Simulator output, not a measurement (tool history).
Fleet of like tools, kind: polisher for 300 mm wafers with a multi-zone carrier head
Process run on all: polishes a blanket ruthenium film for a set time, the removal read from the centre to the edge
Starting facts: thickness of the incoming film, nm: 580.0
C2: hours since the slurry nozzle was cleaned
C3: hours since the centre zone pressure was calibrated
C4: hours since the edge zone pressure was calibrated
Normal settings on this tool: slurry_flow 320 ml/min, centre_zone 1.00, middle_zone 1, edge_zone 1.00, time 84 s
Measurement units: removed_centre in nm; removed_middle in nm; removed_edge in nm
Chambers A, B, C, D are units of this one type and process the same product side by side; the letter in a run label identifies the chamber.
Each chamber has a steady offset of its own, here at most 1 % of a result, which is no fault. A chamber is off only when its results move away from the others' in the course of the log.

Run 1C, day 0.288: usual settings; wafers polished on this pad 394; C2 404.4; C3 417.3; C4 750.8. Result: removed_centre 115.960 nm, removed_middle 115.690 nm, removed_edge 119.270 nm.
At day 0.483: chamber B: worn pad replaced by a new one.
Run 2D, day 0.496: usual settings; wafers polished on this pad 895; C2 529.2; C3 1040.4; C4 26.2. Result: removed_centre 114.670 nm, removed_middle 117.310 nm, removed_edge 116.610 nm.
Run 3A, day 0.792: usual settings; wafers polished on this pad 248; C2 393.9; C3 726.9; C4 471.9. Result: removed_centre 116.280 nm, removed_middle 116.980 nm, removed_edge 116.930 nm.
Run 4B, day 1.042: usual settings; wafers polished on this pad 132; C2 153.3; C3 423.0; C4 752.5. Result: removed_centre 115.450 nm, removed_middle 115.280 nm, removed_edge 115.910 nm.
Run 5C, day 1.425: usual settings; wafers polished on this pad 663; C2 431.7; C3 444.6; C4 778.1. Result: removed_centre 116.340 nm, removed_middle 116.040 nm, removed_edge 118.350 nm.
At day 1.429: chamber D: worn pad replaced by a new one.
Run 6D, day 1.650: usual settings; wafers polished on this pad 52; C2 556.9; C3 1068.1; C4 53.9. Result: removed_centre 117.070 nm, removed_middle 116.360 nm, removed_edge 116.090 nm.
At day 1.771: chamber A: worn pad replaced by a new one.
Run 7B, day 1.875: usual settings but slurry_flow 260 ml/min; wafers polished on this pad 329; C2 173.3; C3 443.0; C4 772.5. Result: removed_centre 113.570 nm, removed_middle 114.410 nm, removed_edge 113.930 nm.
Run 8A, day 2.329: usual settings but slurry_flow 260 ml/min; wafers polished on this pad 132; C2 430.8; C3 763.8; C4 508.8. Result: removed_centre 113.640 nm, removed_middle 112.920 nm, removed_edge 115.640 nm.
Run 9D, day 2.646: usual settings but slurry_flow 260 ml/min; wafers polished on this pad 288; C2 580.8; C3 1092.0; C4 77.8. Result: removed_centre 113.280 nm, removed_middle 113.800 nm, removed_edge 115.820 nm.
At day 2.879: chamber D: centre zone pressure recalibrated.
Run 10A, day 2.888: usual settings but slurry_flow 260 ml/min; wafers polished on this pad 264; C2 444.2; C3 777.2; C4 522.2. Result: removed_centre 113.540 nm, removed_middle 111.450 nm, removed_edge 113.910 nm.
Run 11C, day 3.204: usual settings; wafers polished on this pad 1083; C2 474.4; C3 487.3; C4 820.8. Result: removed_centre 114.850 nm, removed_middle 117.010 nm, removed_edge 117.410 nm.
Run 12B, day 3.579: usual settings; wafers polished on this pad 732; C2 214.2; C3 483.9; C4 813.4. Result: removed_centre 115.120 nm, removed_middle 114.220 nm, removed_edge 115.990 nm.
At day 3.917: chamber B: worn pad replaced by a new one.
Run 13C, day 3.929: usual settings; wafers polished on this pad 1255; C2 491.8; C3 504.7; C4 838.2. Result: removed_centre 116.080 nm, removed_middle 117.820 nm, removed_edge 116.540 nm.
At day 3.933: chamber B: edge zone pressure recalibrated.
At day 3.954: chamber A: worn pad replaced by a new one.
Run 14D, day 4.258: usual settings; wafers polished on this pad 669; C2 619.5; C3 33.1; C4 116.5. Result: removed_centre 115.650 nm, removed_middle 117.470 nm, removed_edge 117.120 nm.
At day 4.467: chamber C: worn pad replaced by a new one.
At day 4.529: chamber A: slurry nozzle cleaned.
Run 15B, day 4.646: usual settings; wafers polished on this pad 172; C2 239.8; C3 509.5; C4 17.2. Result: removed_centre 113.390 nm, removed_middle 114.370 nm, removed_edge 116.700 nm.
Run 16A, day 4.912: usual settings; wafers polished on this pad 227; C2 9.3; C3 825.8; C4 570.8. Result: removed_centre 117.590 nm, removed_middle 115.130 nm, removed_edge 117.250 nm.
Run 17A, day 5.117: usual settings; wafers polished on this pad 275; C2 14.2; C3 830.7; C4 575.7. Result: removed_centre 115.630 nm, removed_middle 114.290 nm, removed_edge 117.520 nm.
Run 18C, day 5.329: usual settings; wafers polished on this pad 204; C2 525.4; C3 538.3; C4 871.8. Result: removed_centre 116.090 nm, removed_middle 117.630 nm, removed_edge 118.440 nm.
Run 19D, day 5.742: usual settings; wafers polished on this pad 1020; C2 655.1; C3 68.7; C4 152.1. Result: removed_centre 116.160 nm, removed_middle 116.020 nm, removed_edge 115.430 nm.
At day 6.154: chamber A: worn pad replaced by a new one.
Run 20B, day 6.217: usual settings but edge_zone 0.91, time 65 s; wafers polished on this pad 544; C2 277.5; C3 547.2; C4 54.9. Result: removed_centre 86.590 nm, removed_middle 90.270 nm, removed_edge 85.200 nm.
Run 21A, day 6.650: usual settings but edge_zone 0.91, time 65 s; wafers polished on this pad 118; C2 51.0; C3 867.5; C4 612.5. Result: removed_centre 90.211 nm, removed_middle 89.341 nm, removed_edge 85.658 nm.
At day 6.712: chamber B: slurry nozzle cleaned.
At day 6.817: chamber D: worn pad replaced by a new one.
Run 22B, day 6.871: usual settings but edge_zone 0.91, time 65 s; wafers polished on this pad 698; C2 3.8; C3 562.9; C4 70.6. Result: removed_centre 85.809 nm, removed_middle 90.249 nm, removed_edge 84.398 nm.
Run 23D, day 7.329: usual settings but edge_zone 0.91, time 65 s; wafers polished on this pad 121; C2 693.2; C3 106.8; C4 190.2. Result: removed_centre 89.919 nm, removed_middle 91.092 nm, removed_edge 85.422 nm.
At day 7.396: chamber B: worn pad replaced by a new one.
Run 24C, day 7.638: usual settings; wafers polished on this pad 750; C2 580.8; C3 593.7; C4 927.2. Result: removed_centre 116.430 nm, removed_middle 115.860 nm, removed_edge 117.950 nm.
Run 25D, day 8.000: usual settings; wafers polished on this pad 280; C2 709.3; C3 122.9; C4 206.3. Result: removed_centre 116.370 nm, removed_middle 115.270 nm, removed_edge 116.910 nm.
At day 8.025: chamber C: centre zone pressure recalibrated.
At day 8.225: chamber D: slurry nozzle cleaned.
Run 26C, day 8.300: usual settings; wafers polished on this pad 907; C2 596.7; C3 6.6; C4 943.1. Result: removed_centre 114.590 nm, removed_middle 115.130 nm, removed_edge 116.510 nm.
At day 8.379: chamber A: worn pad replaced by a new one.
Run 27A, day 8.554: usual settings; wafers polished on this pad 42; C2 96.7; C3 913.2; C4 658.2. Result: removed_centre 116.600 nm, removed_middle 115.270 nm, removed_edge 115.810 nm.
Run 28B, day 8.783: usual settings but centre_zone 0.89, edge_zone 0.94; wafers polished on this pad 328; C2 49.7; C3 608.8; C4 116.5. Result: removed_centre 93.787 nm, removed_middle 116.410 nm, removed_edge 112.710 nm.
Run 29D, day 9.067: usual settings but centre_zone 0.89, edge_zone 0.94; wafers polished on this pad 532; C2 20.2; C3 148.5; C4 231.9. Result: removed_centre 101.620 nm, removed_middle 115.870 nm, removed_edge 112.420 nm.
Run 30A, day 9.346: usual settings but centre_zone 0.89, edge_zone 0.94; wafers polished on this pad 229; C2 115.7; C3 932.2; C4 677.2. Result: removed_centre 101.530 nm, removed_middle 116.790 nm, removed_edge 112.880 nm.
Run 31B, day 9.638: usual settings but centre_zone 0.89, edge_zone 0.94; wafers polished on this pad 529; C2 70.2; C3 629.3; C4 137.0. Result: removed_centre 95.284 nm, removed_middle 115.230 nm, removed_edge 112.730 nm.

Is one chamber out of step, is the gauge drifting, or do the chambers differ by no more than their own small offsets? For an off chamber, give its letter and the likeliest cause.

Little by little, chamber B moves away from the other chambers.
What lies behind it: centre zone's pressure below its setpoint, % = 6.19.

Chamber B could run next with any of the 4 candidate recipes listed below; each alters the usual settings, and their results appear as question marks. Which one brings its results back in line with what the other chambers deliver on the usual settings?
Maximum distance from the other chambers' mean on the usual settings for a result to count as in line: removed_centre 2.900 nm; removed_middle 3.900 nm; removed_edge 3.200 nm
Run 32B-1, day 9.975: usual settings but centre_zone 1.02, edge_zone 0.99. Result: removed_centre ?, removed_middle ?, removed_edge ?.
Run 32B-2, day 9.975: usual settings but slurry_flow 325 ml/min, centre_zone 1.05, middle_zone 0.99, edge_zone 0.98, time 85 s. Result: removed_centre ?, removed_middle ?, removed_edge ?.
Run 32B-3, day 9.975: usual settings but centre_zone 0.98, edge_zone 1.01. Result: removed_centre ?, removed_middle ?, removed_edge ?.
Run 32B-4, day 9.975: usual settings but slurry_flow 315 ml/min, centre_zone 0.95, middle_zone 1.01, edge_zone 1.02, time 83 s. Result: removed_centre ?, removed_middle ?, removed_edge ?.

Mean of the other chambers on the usual settings: removed_centre 115.810 nm; removed_middle 115.730 nm; removed_edge 116.700 nm
  run  removed_centre  removed_middle  removed_edge
32B-1         111.000         115.410       115.820
32B-2         116.180         115.870       116.710
32B-3         106.140         115.440       117.060
32B-4         101.120         114.950       116.130
Change 32B-2 lands the chamber within the allowed miss of the other chambers.
